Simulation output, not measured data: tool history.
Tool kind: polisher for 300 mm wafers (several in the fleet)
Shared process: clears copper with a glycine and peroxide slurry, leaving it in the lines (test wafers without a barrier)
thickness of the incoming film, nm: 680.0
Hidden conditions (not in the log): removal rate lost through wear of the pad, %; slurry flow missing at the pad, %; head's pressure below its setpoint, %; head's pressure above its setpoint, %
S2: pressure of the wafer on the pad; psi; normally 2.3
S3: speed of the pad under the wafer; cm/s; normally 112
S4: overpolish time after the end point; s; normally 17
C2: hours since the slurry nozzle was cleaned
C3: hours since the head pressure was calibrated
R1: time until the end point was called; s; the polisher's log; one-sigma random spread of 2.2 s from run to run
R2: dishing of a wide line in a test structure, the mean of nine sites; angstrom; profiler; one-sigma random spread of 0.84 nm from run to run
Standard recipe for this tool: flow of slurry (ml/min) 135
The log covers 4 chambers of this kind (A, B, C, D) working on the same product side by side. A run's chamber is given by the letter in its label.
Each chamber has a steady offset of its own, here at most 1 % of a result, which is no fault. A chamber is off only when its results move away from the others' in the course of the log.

Run 1D, hour 8: usual settings; wafers polished on this pad 390; C2 61.8; C3 107.7. Result: R1 116.81 s, R2 668.05 angstrom.
At hour 17.6: chamber B: head pressure recalibrated.
Run 2B, hour 20: usual settings; wafers polished on this pad 412; C2 151.7; C3 2.5. Result: R1 114.49 s, R2 675.85 angstrom.
Run 3C, hour 28.9: usual settings; wafers polished on this pad 234; C2 554.9; C3 377.4. Result: R1 108.54 s, R2 662.52 angstrom.
At hour 29.2: chamber A: worn pad replaced by a new one.
Run 4A, hour 38: usual settings; wafers polished on this pad 43; C2 287.6; C3 511.7. Result: R1 112.62 s, R2 684.12 angstrom.
Run 5B, hour 46.6: usual settings; wafers polished on this pad 544; C2 178.3; C3 29.1. Result: R1 115.35 s, R2 657 angstrom.
Run 6A, hour 57.2: usual settings; wafers polished on this pad 139; C2 306.8; C3 530.9. Result: R1 110.42 s, R2 641.04 angstrom.
Run 7C, hour 67.5: usual settings; wafers polished on this pad 427; C2 593.5; C3 416. Result: R1 114.93 s, R2 661.3 angstrom.
At hour 69.9: chamber C: slurry nozzle cleaned.
Run 8D, hour 78.4: usual settings but flow of slurry (ml/min) 110, S2 1.9 psi; wafers polished on this pad 741; C2 132.2; C3 178.1. Result: R1 138.94 s, R2 550.52 angstrom.
Run 9B, hour 86.6: usual settings but flow of slurry (ml/min) 110, S2 1.9 psi; wafers polished on this pad 744; C2 218.3; C3 69.1. Result: R1 135.55 s, R2 552.34 angstrom.
Run 10C, hour 95.3: usual settings but flow of slurry (ml/min) 110, S2 1.9 psi; wafers polished on this pad 565; C2 25.4; C3 443.8. Result: R1 140.78 s, R2 558.92 angstrom.
Run 11D, hour 106.5: usual settings but flow of slurry (ml/min) 110, S2 1.9 psi; wafers polished on this pad 881; C2 160.3; C3 206.2. Result: R1 144.24 s, R2 567.39 angstrom.
At hour 110.8: chamber C: worn pad replaced by a new one.
Run 12A, hour 116.5: usual settings; wafers polished on this pad 435; C2 366.1; C3 590.2. Result: R1 115.21 s, R2 662.68 angstrom.
At hour 121.9: chamber A: worn pad replaced by a new one.
Run 13C, hour 127.4: usual settings; wafers polished on this pad 83; C2 57.5; C3 475.9. Result: R1 111.64 s, R2 667.85 angstrom.
Run 14A, hour 133.8: usual settings; wafers polished on this pad 59; C2 383.4; C3 607.5. Result: R1 114.94 s, R2 658.03 angstrom.
Run 15D, hour 142.2: usual settings; wafers polished on this pad 1059; C2 196; C3 241.9. Result: R1 111.94 s, R2 666.95 angstrom.
Run 16B, hour 150.5: usual settings but flow of slurry (ml/min) 120, S3 130 cm/s; wafers polished on this pad 1063; C2 282.2; C3 133. Result: R1 102.09 s, R2 710.32 angstrom.
Run 17A, hour 161.4: usual settings but flow of slurry (ml/min) 120, S3 130 cm/s; wafers polished on this pad 197; C2 411; C3 635.1. Result: R1 104.88 s, R2 733.48 angstrom.
Run 18D, hour 166.8: usual settings but flow of slurry (ml/min) 120, S3 130 cm/s; wafers polished on this pad 1182; C2 220.6; C3 266.5. Result: R1 103.74 s, R2 716.64 angstrom.
At hour 169.1: chamber B: slurry nozzle cleaned.
Run 19B, hour 172.7: usual settings but flow of slurry (ml/min) 120, S3 130 cm/s; wafers polished on this pad 1173; C2 3.7; C3 155.2. Result: R1 104.57 s, R2 707.21 angstrom.
Run 20C, hour 184.2: usual settings; wafers polished on this pad 366; C2 114.3; C3 532.7. Result: R1 113.2 s, R2 672.99 angstrom.
Run 21A, hour 193.6: usual settings; wafers polished on this pad 357; C2 443.2; C3 667.3. Result: R1 116.78 s, R2 676.61 angstrom.
At hour 199.3: chamber B: worn pad replaced by a new one.
Run 22D, hour 202.6: usual settings but S4 13 s; wafers polished on this pad 1361; C2 256.4; C3 302.3. Result: R1 110.78 s, R2 529.65 angstrom.
Run 23B, hour 210.9: usual settings but S4 13 s; wafers polished on this pad 58; C2 41.9; C3 193.4. Result: R1 114.1 s, R2 540.49 angstrom.
Run 24C, hour 218.2: usual settings but S4 13 s; wafers polished on this pad 536; C2 148.3; C3 566.7. Result: R1 113.36 s, R2 540.12 angstrom.
Run 25C, hour 224: usual settings but S4 13 s; wafers polished on this pad 564; C2 154.1; C3 572.5. Result: R1 113.54 s, R2 526.47 angstrom.

Is one chamber out of step, is the gauge drifting, or do the chambers differ by no more than their own small offsets? For an off chamber, give its letter and the likeliest cause.

No chamber is off and the gauge is stable; the differences are just each chamber's small, constant offset.
